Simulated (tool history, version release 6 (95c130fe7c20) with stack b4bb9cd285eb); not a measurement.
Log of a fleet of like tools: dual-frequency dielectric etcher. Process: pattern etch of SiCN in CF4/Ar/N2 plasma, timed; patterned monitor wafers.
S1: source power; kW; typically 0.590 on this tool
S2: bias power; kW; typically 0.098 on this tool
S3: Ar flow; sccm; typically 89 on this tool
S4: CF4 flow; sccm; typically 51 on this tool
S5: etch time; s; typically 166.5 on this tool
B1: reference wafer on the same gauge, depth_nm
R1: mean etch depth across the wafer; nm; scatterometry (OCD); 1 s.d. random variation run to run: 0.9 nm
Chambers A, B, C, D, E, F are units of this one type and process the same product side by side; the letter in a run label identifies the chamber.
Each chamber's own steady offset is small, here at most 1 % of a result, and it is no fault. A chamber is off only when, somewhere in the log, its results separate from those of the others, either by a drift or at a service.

run	hour	S1	S2	S3	S4	S5	B1	R1
1A	7.8	0.590	0.098	89	51	166.5	232.23	196.78
2E	19.0	0.590	0.098	89	51	166.5	232.26	198.15
3D	27.0	0.590	0.098	89	51	166.5	232.22	197.72
4C	38.7	0.590	0.098	89	51	166.5	232.08	198.45
5F	46.6	0.590	0.098	89	51	166.5	232.31	199.96
6B	55.1	0.590	0.098	89	51	166.5	231.91	196.42
7B	64.8	0.590	0.098	89	51	166.5	231.75	195.43
8A	73.0	0.590	0.098	89	51	166.5	231.94	195.65
9E	85.0	0.590	0.098	89	51	166.5	231.86	197.66
# hour 85.5: chamber D: wet clean of the chamber
10D	91.8	0.590	0.098	89	51	166.5	231.95	196.78
11F	97.9	0.590	0.098	89	51	166.5	232.08	199.19
12C	107.0	0.590	0.098	102	58	166.5	231.79	198.10
13E	114.4	0.590	0.098	102	58	166.5	231.92	197.83
14F	121.1	0.590	0.098	102	58	166.5	231.97	199.79
15A	127.1	0.590	0.098	102	58	166.5	231.97	195.45
16B	133.1	0.590	0.098	102	58	166.5	231.78	195.08
17D	143.2	0.590	0.098	102	58	166.5	232.06	195.63
18C	156.1	0.590	0.098	110	51	137.0	232.03	158.56
# hour 157.7: chamber B: source power generator calibrated
19A	167.1	0.590	0.098	110	51	137.0	232.14	156.76
20B	176.2	0.590	0.098	110	51	137.0	232.30	152.09
# hour 185.4: chamber E: wet clean of the chamber
21C	188.5	0.590	0.098	110	51	137.0	231.87	156.17
# hour 197.1: chamber C: wet clean of the chamber
22E	200.1	0.590	0.098	110	51	137.0	231.87	158.87
23F	208.3	0.590	0.098	110	51	137.0	231.98	157.12
24D	214.7	0.590	0.098	89	51	166.5	232.15	197.46
25B	221.3	0.590	0.098	89	51	166.5	231.93	190.00
# hour 226.2: chamber D: bias power generator calibrated
26F	229.6	0.590	0.098	89	51	166.5	232.31	199.63
27A	241.6	0.590	0.098	89	51	166.5	231.92	196.94
28D	252.8	0.590	0.098	89	51	166.5	231.75	196.64
29C	260.7	0.590	0.098	89	51	166.5	231.99	198.88
30E	273.2	0.590	0.098	89	51	166.5	231.99	197.62
31A	279.4	0.590	0.088	89	42	166.5	232.08	183.24
32C	291.0	0.590	0.088	89	42	166.5	232.16	182.89
33F	298.2	0.590	0.088	89	42	166.5	232.03	186.44
34E	303.8	0.590	0.088	89	42	166.5	231.88	184.72
35B	310.3	0.590	0.088	89	42	166.5	232.25	176.51
36D	319.9	0.590	0.088	89	42	166.5	231.68	184.15
37D	327.1	0.590	0.098	89	51	166.5	232.02	196.73
38C	339.8	0.590	0.098	89	51	166.5	231.88	196.09

For the next run the whole fleet of 6 chambers uses the same settings. Give each chamber's results:
39A	349.2	0.590	0.098	89	51	166.5		?
39B	349.2	0.590	0.098	89	51	166.5		?
39C	349.2	0.590	0.098	89	51	166.5		?
39D	349.2	0.590	0.098	89	51	166.5		?
39E	349.2	0.590	0.098	89	51	166.5		?
39F	349.2	0.590	0.098	89	51	166.5		?

run	R1
39A	196.09
39B	189.75
39C	197.38
39D	196.52
39E	198.18
39F	198.92
